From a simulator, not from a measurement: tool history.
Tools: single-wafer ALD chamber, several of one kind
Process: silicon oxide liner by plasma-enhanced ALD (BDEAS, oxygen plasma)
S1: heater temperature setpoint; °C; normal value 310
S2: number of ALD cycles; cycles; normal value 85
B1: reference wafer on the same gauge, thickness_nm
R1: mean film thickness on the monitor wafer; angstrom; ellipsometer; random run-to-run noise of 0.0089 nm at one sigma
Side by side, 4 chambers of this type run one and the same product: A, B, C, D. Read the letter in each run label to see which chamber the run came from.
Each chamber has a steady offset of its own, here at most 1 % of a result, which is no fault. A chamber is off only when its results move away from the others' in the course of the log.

run 1B hour=8.2 | S1=310 S2=85 | B1=8.6516 | R1=77.326
run 2C hour=24.6 | S1=310 S2=85 | B1=8.6516 | R1=78.102
run 3A hour=39.5 | S1=310 S2=85 | B1=8.6528 | R1=78.298
run 4D hour=55.1 | S1=310 S2=85 | B1=8.6545 | R1=77.997
run 5B hour=62.8 | S1=315 S2=85 | B1=8.6558 | R1=76.83
run 6D hour=77 | S1=315 S2=85 | B1=8.658 | R1=77.603
run 7C hour=85.8 | S1=315 S2=85 | B1=8.6593 | R1=77.657
run 8A hour=99.8 | S1=315 S2=85 | B1=8.6601 | R1=77.869
run 9A hour=115.7 | S1=310 S2=85 | B1=8.6604 | R1=78.437
run 10B hour=130.1 | S1=310 S2=85 | B1=8.6647 | R1=77.572
run 11C hour=146.3 | S1=310 S2=85 | B1=8.664 | R1=78.112
run 12D hour=157.3 | S1=310 S2=85 | B1=8.6657 | R1=78.087
run 13C hour=166.1 | S1=310 S2=85 | B1=8.6655 | R1=78.305
run 14B hour=182.1 | S1=310 S2=85 | B1=8.666 | R1=77.498
run 15A hour=190.6 | S1=310 S2=85 | B1=8.6702 | R1=78.64
run 16D hour=202.1 | S1=310 S2=85 | B1=8.6701 | R1=78.083
run 17B hour=213.9 | S1=310 S2=85 | B1=8.6689 | R1=77.575
run 18A hour=221.5 | S1=310 S2=85 | B1=8.6702 | R1=78.561
run 19C hour=236.3 | S1=324 S2=74 | B1=8.6709 | R1=66.786
run 20D hour=246.8 | S1=324 S2=74 | B1=8.6728 | R1=66.741
run 21D hour=255.4 | S1=324 S2=74 | B1=8.674 | R1=66.725
run 22B hour=270.4 | S1=324 S2=74 | B1=8.6751 | R1=66.273
run 23C hour=283.5 | S1=310 S2=97 | B1=8.679 | R1=89.433
run 24A hour=292.2 | S1=310 S2=97 | B1=8.6783 | R1=89.577
run 25C hour=303.2 | S1=310 S2=97 | B1=8.679 | R1=89.378
run 26A hour=311.8 | S1=310 S2=97 | B1=8.6785 | R1=89.604
run 27B hour=323.8 | S1=310 S2=85 | B1=8.6807 | R1=77.624
run 28D hour=333.9 | S1=304 S2=85 | B1=8.6815 | R1=79.005
run 29C hour=348.1 | S1=304 S2=85 | B1=8.6832 | R1=79.078
run 30D hour=362.7 | S1=304 S2=85 | B1=8.6837 | R1=79.015
run 31B hour=374 | S1=304 S2=85 | B1=8.6874 | R1=78.458
run 32A hour=381.4 | S1=310 S2=85 | B1=8.6893 | R1=78.589
run 33D hour=397.2 | S1=310 S2=85 | B1=8.6847 | R1=78.4
run 34C hour=411.5 | S1=310 S2=85 | B1=8.6896 | R1=78.468

Next, all 4 chambers run the settings below, one line each with question marks for the results. What does each chamber give?
run 35A hour=423.3 | S1=310 S2=95 | R1=?
run 35B hour=423.3 | S1=310 S2=95 | R1=?
run 35C hour=423.3 | S1=310 S2=95 | R1=?
run 35D hour=423.3 | S1=310 S2=95 | R1=?

run=35A R1=87.909
run=35B R1=86.957
run=35C R1=87.583
run=35D R1=87.485

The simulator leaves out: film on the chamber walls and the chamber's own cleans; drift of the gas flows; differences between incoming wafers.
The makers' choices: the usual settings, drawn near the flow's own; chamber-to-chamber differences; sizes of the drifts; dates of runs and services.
